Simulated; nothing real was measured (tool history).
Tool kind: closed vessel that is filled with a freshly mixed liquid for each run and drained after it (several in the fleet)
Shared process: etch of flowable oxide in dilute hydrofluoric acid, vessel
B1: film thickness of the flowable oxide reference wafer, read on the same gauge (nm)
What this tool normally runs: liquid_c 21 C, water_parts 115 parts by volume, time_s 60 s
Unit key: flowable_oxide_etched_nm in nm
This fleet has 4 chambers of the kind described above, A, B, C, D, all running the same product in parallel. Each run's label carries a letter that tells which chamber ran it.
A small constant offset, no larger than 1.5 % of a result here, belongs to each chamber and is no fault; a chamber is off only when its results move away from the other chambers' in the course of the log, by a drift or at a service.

Run 1A, hour 7.3: usual settings; B1 150.01. Result: flowable_oxide_etched_nm 14.7120 nm.
Run 2C, hour 16.7: usual settings; B1 150.03. Result: flowable_oxide_etched_nm 14.8750 nm.
Run 3D, hour 22.6: usual settings; B1 150.00. Result: flowable_oxide_etched_nm 14.8440 nm.
Run 4B, hour 31.9: usual settings; B1 150.00. Result: flowable_oxide_etched_nm 14.8590 nm.
Run 5C, hour 36.4: usual settings; B1 149.97. Result: flowable_oxide_etched_nm 14.9850 nm.
Run 6A, hour 45.8: usual settings; B1 149.98. Result: flowable_oxide_etched_nm 14.6680 nm.
Run 7B, hour 53.7: usual settings; B1 150.01. Result: flowable_oxide_etched_nm 14.7470 nm.
Run 8D, hour 61.4: usual settings; B1 150.00. Result: flowable_oxide_etched_nm 14.7980 nm.
Run 9D, hour 70.3: usual settings; B1 150.03. Result: flowable_oxide_etched_nm 14.9130 nm.
Run 10A, hour 78.9: usual settings; B1 150.03. Result: flowable_oxide_etched_nm 14.7580 nm.
Run 11B, hour 87.7: usual settings but liquid_c 17 C, time_s 85 s; B1 149.99. Result: flowable_oxide_etched_nm 17.8340 nm.
Run 12C, hour 94.5: usual settings but liquid_c 17 C, time_s 85 s; B1 150.00. Result: flowable_oxide_etched_nm 17.8830 nm.
Run 13C, hour 101.5: usual settings but liquid_c 17 C, time_s 85 s; B1 150.03. Result: flowable_oxide_etched_nm 18.0010 nm.
Run 14D, hour 111.1: usual settings but liquid_c 17 C, time_s 85 s; B1 150.02. Result: flowable_oxide_etched_nm 17.8220 nm.
Run 15A, hour 116.2: usual settings; B1 150.00. Result: flowable_oxide_etched_nm 14.7100 nm.
Run 16B, hour 121.9: usual settings but liquid_c 18 C, time_s 90 s; B1 149.98. Result: flowable_oxide_etched_nm 19.7880 nm.
Run 17A, hour 127.3: usual settings but liquid_c 18 C, time_s 90 s; B1 149.97. Result: flowable_oxide_etched_nm 19.4840 nm.
Run 18B, hour 131.6: usual settings but liquid_c 18 C, time_s 90 s; B1 149.98. Result: flowable_oxide_etched_nm 19.6560 nm.
Run 19D, hour 137.9: usual settings but liquid_c 18 C, time_s 90 s; B1 149.99. Result: flowable_oxide_etched_nm 19.5620 nm.
Run 20C, hour 147.2: usual settings; B1 150.02. Result: flowable_oxide_etched_nm 14.8950 nm.
Run 21B, hour 155.4: usual settings; B1 150.02. Result: flowable_oxide_etched_nm 14.7510 nm.
Run 22A, hour 164.4: usual settings; B1 150.02. Result: flowable_oxide_etched_nm 14.6230 nm.
Run 23C, hour 168.8: usual settings; B1 150.00. Result: flowable_oxide_etched_nm 14.9520 nm.
Run 24D, hour 177.3: usual settings; B1 149.99. Result: flowable_oxide_etched_nm 14.6430 nm.
Run 25C, hour 182.6: usual settings; B1 149.95. Result: flowable_oxide_etched_nm 15.0340 nm.
Run 26B, hour 188.9: usual settings but water_parts 155 parts by volume; B1 150.00. Result: flowable_oxide_etched_nm 10.5050 nm.
At hour 193.2: chamber D: hydrofluoric acid flow meter replaced.
Run 27D, hour 196.4: usual settings but water_parts 155 parts by volume; B1 149.95. Result: flowable_oxide_etched_nm 10.3110 nm.
Run 28A, hour 205.8: usual settings but water_parts 155 parts by volume; B1 150.01. Result: flowable_oxide_etched_nm 10.4720 nm.
Run 29B, hour 210.1: usual settings but water_parts 155 parts by volume; B1 150.04. Result: flowable_oxide_etched_nm 10.5030 nm.
Run 30D, hour 214.8: usual settings; B1 149.98. Result: flowable_oxide_etched_nm 14.4470 nm.
Run 31A, hour 223.7: usual settings; B1 150.00. Result: flowable_oxide_etched_nm 14.6940 nm.
Run 32C, hour 229.5: usual settings but water_parts 60 parts by volume; B1 150.05. Result: flowable_oxide_etched_nm 30.8200 nm.
Run 33A, hour 238.6: usual settings but water_parts 60 parts by volume; B1 149.98. Result: flowable_oxide_etched_nm 29.8600 nm.
Run 34B, hour 248.0: usual settings but water_parts 60 parts by volume; B1 150.02. Result: flowable_oxide_etched_nm 30.4720 nm.
Run 35C, hour 253.2: usual settings but water_parts 60 parts by volume; B1 150.02. Result: flowable_oxide_etched_nm 30.6980 nm.
Run 36D, hour 258.6: usual settings but time_s 30 s; B1 149.97. Result: flowable_oxide_etched_nm 7.2018 nm.
Run 37A, hour 266.3: usual settings but time_s 30 s; B1 150.02. Result: flowable_oxide_etched_nm 7.3202 nm.
Run 38D, hour 273.5: usual settings but time_s 30 s; B1 149.98. Result: flowable_oxide_etched_nm 7.1670 nm.
Run 39C, hour 278.3: usual settings but time_s 30 s; B1 149.98. Result: flowable_oxide_etched_nm 7.4668 nm.
Run 40B, hour 282.8: usual settings; B1 150.03. Result: flowable_oxide_etched_nm 14.8160 nm.
Run 41C, hour 288.9: usual settings; B1 150.02. Result: flowable_oxide_etched_nm 14.8440 nm.

Read the log: is a single chamber off, either drifting away or since a service, is the gauge that measures every chamber drifting, or is nothing wrong beyond small per-chamber offsets? Name any odd chamber and what most likely caused it.

One chamber, D, drifts off from the rest bit by bit.
Most likely cause: liquid colder than its thermometer reads (K) = 0.99.

Below are 4 candidate recipes for chamber D's next run, each the usual settings with a change, their results shown as question marks. Which of them brings D's results back in line with what the other chambers give on the usual settings?
Counts as in line when no further than this from what the other chambers average on the usual settings: flowable_oxide_etched_nm 0.1700 nm
Run 42D-1, hour 295.9: usual settings but liquid_c 21.5 C. Result: flowable_oxide_etched_nm ?.
Run 42D-2, hour 295.9: usual settings but liquid_c 22.0 C. Result: flowable_oxide_etched_nm ?.
Run 42D-3, hour 295.9: usual settings but liquid_c 20.5 C. Result: flowable_oxide_etched_nm ?.
Run 42D-4, hour 295.9: usual settings but liquid_c 20.0 C. Result: flowable_oxide_etched_nm ?.

Usual-settings mean across the other chambers: flowable_oxide_etched_nm 14.8130 nm
  run  flowable_oxide_etched_nm
42D-1                   14.5540
42D-2                   14.8510
42D-3                   13.9860
42D-4                   13.7080
42D-2 brings the chamber back in line.
